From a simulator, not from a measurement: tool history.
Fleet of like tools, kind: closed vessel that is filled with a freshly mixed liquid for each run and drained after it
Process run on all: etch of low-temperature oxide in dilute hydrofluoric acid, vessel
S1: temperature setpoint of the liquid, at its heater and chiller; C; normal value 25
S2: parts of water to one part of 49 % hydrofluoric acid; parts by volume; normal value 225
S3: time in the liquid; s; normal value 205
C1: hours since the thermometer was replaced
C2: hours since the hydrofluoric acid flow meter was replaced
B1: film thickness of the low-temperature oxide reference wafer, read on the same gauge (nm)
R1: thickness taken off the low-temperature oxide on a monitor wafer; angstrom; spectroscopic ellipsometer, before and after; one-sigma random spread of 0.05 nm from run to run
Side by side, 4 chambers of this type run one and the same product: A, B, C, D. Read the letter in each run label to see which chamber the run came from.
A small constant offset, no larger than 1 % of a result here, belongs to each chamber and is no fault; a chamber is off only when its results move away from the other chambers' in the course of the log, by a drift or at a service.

| run | day | S1 | S2 | S3 | C1 | C2 | B1 | R1 |
|---|---|---|---|---|---|---|---|---|
| 1B | 0.208 | 25 | 225 | 205 | 223.6 | 463.9 | 79.984 | 94.106 |
| 2A | 0.529 | 25 | 225 | 205 | 744.8 | 159.3 | 80.014 | 94.328 |
| 3D | 0.892 | 25 | 225 | 205 | 2193.6 | 143.2 | 79.994 | 94.734 |
| 4C | 1.133 | 25 | 225 | 205 | 455.2 | 167.5 | 80.011 | 95.397 |
| 5B | 1.446 | 25 | 225 | 205 | 253.3 | 493.6 | 80.021 | 94.68 |
| 6A | 1.625 | 20 | 225 | 205 | 771.1 | 185.6 | 79.989 | 78.672 |
| 7D | 1.9 | 20 | 225 | 205 | 2217.8 | 167.4 | 80.002 | 78.295 |
| 8C | 2.246 | 20 | 225 | 205 | 481.9 | 194.2 | 80.01 | 79.603 |
| 9A | 2.479 | 20 | 225 | 205 | 791.6 | 206.1 | 79.981 | 79.071 |
| 10C | 2.779 | 25 | 225 | 205 | 494.7 | 207 | 79.971 | 96.238 |
| 11D | 3.054 | 25 | 225 | 205 | 2245.5 | 195.1 | 80.003 | 93.93 |
| 12B | 3.25 | 25 | 225 | 205 | 296.6 | 536.9 | 80.005 | 94.767 |
| 13C | 3.508 | 25 | 225 | 205 | 512.2 | 224.5 | 80 | 95.728 |
| 14A | 3.883 | 25 | 225 | 205 | 825.3 | 239.8 | 79.987 | 95.233 |
| 15B | 4.083 | 25 | 225 | 205 | 316.6 | 556.9 | 80.036 | 94.938 |
| 16D | 4.383 | 25 | 225 | 205 | 2277.4 | 227 | 80.031 | 94.164 |
| 17B | 4.758 | 25 | 225 | 205 | 332.8 | 573.1 | 79.992 | 94.097 |
| 18D | 4.988 | 25 | 225 | 205 | 2291.9 | 241.5 | 79.992 | 93.794 |
| 19C | 5.254 | 25 | 225 | 205 | 554.1 | 266.4 | 80.021 | 95.74 |
| 20A | 5.592 | 25 | 225 | 205 | 866.3 | 280.8 | 80.014 | 94.529 |
| 21C | 5.9 | 25 | 225 | 205 | 569.6 | 281.9 | 79.968 | 97.65 |
| 22B | 6.283 | 25 | 225 | 205 | 369.4 | 609.7 | 80.011 | 94.273 |
| 23A | 6.554 | 25 | 225 | 205 | 889.4 | 303.9 | 79.994 | 94.762 |
| 24D | 6.754 | 28.5 | 225 | 155 | 2334.3 | 283.9 | 80 | 80.958 |
| 25B | 7.021 | 28.5 | 225 | 155 | 387.1 | 627.4 | 79.983 | 80.593 |
| 26D | 7.204 | 28.5 | 225 | 155 | 2345.1 | 294.7 | 80.014 | 80.902 |
|  | 7.542 | chamber B: hydrofluoric acid flow meter replaced |
| 27A | 7.571 | 28.5 | 225 | 155 | 913.8 | 328.3 | 79.98 | 80.202 |
| 28C | 7.771 | 25 | 225 | 205 | 614.5 | 326.8 | 79.975 | 97.554 |
| 29A | 7.954 | 25 | 225 | 205 | 923 | 337.5 | 79.986 | 94.715 |
| 30D | 8.3 | 25 | 225 | 205 | 2371.4 | 321 | 79.974 | 94.799 |
| 31B | 8.612 | 25 | 225 | 205 | 425.3 | 25.8 | 80.007 | 94.972 |
| 32C | 8.967 | 25 | 320 | 90 | 643.2 | 355.5 | 79.998 | 27.252 |
| 33B | 9.171 | 25 | 320 | 90 | 438.7 | 39.2 | 79.99 | 26.306 |
| 34C | 9.458 | 25 | 320 | 90 | 655 | 367.3 | 80.001 | 27.383 |
| 35D | 9.758 | 25 | 320 | 90 | 2406.4 | 356 | 80.024 | 26.588 |
| 36A | 10.162 | 25 | 225 | 205 | 976 | 390.5 | 80.012 | 94.633 |
| 37C | 10.554 | 25 | 225 | 205 | 681.3 | 393.6 | 80.025 | 98.434 |
| 38B | 10.908 | 25 | 225 | 205 | 480.4 | 80.9 | 80.001 | 95.483 |
| 39D | 11.296 | 25 | 225 | 205 | 2443.3 | 392.9 | 79.991 | 94.575 |
| 40A | 11.704 | 25 | 225 | 205 | 1013 | 427.5 | 79.996 | 94.47 |
| 41B | 11.946 | 25 | 225 | 205 | 505.3 | 105.8 | 79.985 | 93.813 |

Decide between three cases: one chamber stands off from its peers, the gauge reading all wafers drifts, or nothing is wrong past each chamber's small offset. Where a chamber is off, say which and what most likely put it there.

Chamber C drifts away from the others.
Most likely cause: hydrofluoric acid flow above the setpoint (%) = 2.81.
The log may not tell that from: liquid hotter than its thermometer reads (K).

Which of the 4 candidates below, each the usual settings with something changed and its results left as question marks, puts chamber C back in line with what the other chambers give on the usual settings?
Maximum distance from the other chambers' mean on the usual settings for a result to count as in line: R1 1.7 angstrom
| 42C-1 | 12.238 | 25 | 220 | 210 |  |  |  | ? |
| 42C-2 | 12.238 | 25 | 225 | 195 |  |  |  | ? |
| 42C-3 | 12.238 | 25.5 | 225 | 205 |  |  |  | ? |
| 42C-4 | 12.238 | 24.5 | 225 | 205 |  |  |  | ? |

Other chambers, usual settings, mean: R1 94.561 angstrom
| run | R1 |
|---|---|
| 42C-1 | 104.16 |
| 42C-2 | 94.104 |
| 42C-3 | 100.73 |
| 42C-4 | 97.155 |
42C-2 puts the chamber back in line with the other chambers.

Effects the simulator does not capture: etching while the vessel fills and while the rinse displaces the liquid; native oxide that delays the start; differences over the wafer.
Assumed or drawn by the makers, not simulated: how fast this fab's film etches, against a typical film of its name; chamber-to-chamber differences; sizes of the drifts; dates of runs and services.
